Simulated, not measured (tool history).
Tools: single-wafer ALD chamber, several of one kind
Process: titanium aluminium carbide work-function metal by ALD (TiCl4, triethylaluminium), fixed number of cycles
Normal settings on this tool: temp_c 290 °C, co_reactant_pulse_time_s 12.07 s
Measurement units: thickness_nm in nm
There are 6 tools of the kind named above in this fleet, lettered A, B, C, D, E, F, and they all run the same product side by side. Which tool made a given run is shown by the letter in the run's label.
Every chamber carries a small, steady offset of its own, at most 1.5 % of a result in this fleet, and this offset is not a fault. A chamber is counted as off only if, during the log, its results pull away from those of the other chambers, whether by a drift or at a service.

run,hour,temp_c,co_reactant_pulse_time_s,"read-back reference wafer on the same gauge, thickness_nm",thickness_nm
1D,6.6,290,12.07,1.9701,1.9655
2B,15.6,290,12.07,1.9705,1.9352
3C,23.8,290,12.07,1.9717,1.9328
4F,31.8,290,12.07,1.971,1.9372
5E,39.3,290,12.07,1.9719,1.9474
6A,44.4,290,12.07,1.9714,1.944
7F,51.9,290,12.07,1.9727,1.9378
8A,60.8,290,12.07,1.9726,1.9488
9D,69.3,290,12.07,1.9734,1.969
10C,77.9,290,12.07,1.9732,1.9385
11B,83.9,290,12.07,1.9745,1.9409
12E,89.7,290,12.07,1.9738,1.9446
13E,99.8,290,12.07,1.9739,1.9496
14B,105.4,290,12.07,1.9748,1.9417
15D,114.8,290,12.07,1.9749,1.973
16C,122,290,12.07,1.9751,1.9407
17A,127.3,290,12.07,1.9757,1.946
18F,135.1,290,12.07,1.9759,1.9425
19B,140.9,305,12.07,1.9756,2.0726
20E,148.7,305,12.07,1.9762,2.0829
21D,156.7,305,12.07,1.9775,2.1091
22A,161.7,305,12.07,1.9771,2.0885
23C,166.6,305,12.07,1.977,2.0772
24F,174.8,305,12.07,1.9773,2.0733
25C,184.2,290,12.07,1.9769,1.9435
26B,189.1,290,12.07,1.9779,1.9489
27E,197.6,290,12.07,1.9788,1.9484
28A,206.2,290,12.07,1.9789,1.949
29F,214.2,290,12.07,1.9796,1.9479
30D,221.1,290,12.07,1.98,1.9757
31C,226.5,290,14.41,1.9794,1.9609
32A,231.4,290,14.41,1.9799,1.9725
33B,237.7,290,14.41,1.9803,1.9657
# hour 238.2: chamber F: triethylaluminium bottle replaced
34F,243.4,290,14.41,1.9809,1.9643
35E,248.1,290,14.41,1.9816,1.9738
36D,255.6,290,14.41,1.9811,1.9961
37F,262.8,290,12.07,1.9819,1.9523
38D,267.9,290,8.39,1.9816,1.8986

For the next run the whole fleet of 6 chambers uses the same settings. Give each chamber's results:
39A,275.1,290,12.07,,?
39B,275.1,290,12.07,,?
39C,275.1,290,12.07,,?
39D,275.1,290,12.07,,?
39E,275.1,290,12.07,,?
39F,275.1,290,12.07,,?

run,thickness_nm
39A,1.9561
39B,1.9462
39C,1.9454
39D,1.9744
39E,1.9538
39F,1.9489

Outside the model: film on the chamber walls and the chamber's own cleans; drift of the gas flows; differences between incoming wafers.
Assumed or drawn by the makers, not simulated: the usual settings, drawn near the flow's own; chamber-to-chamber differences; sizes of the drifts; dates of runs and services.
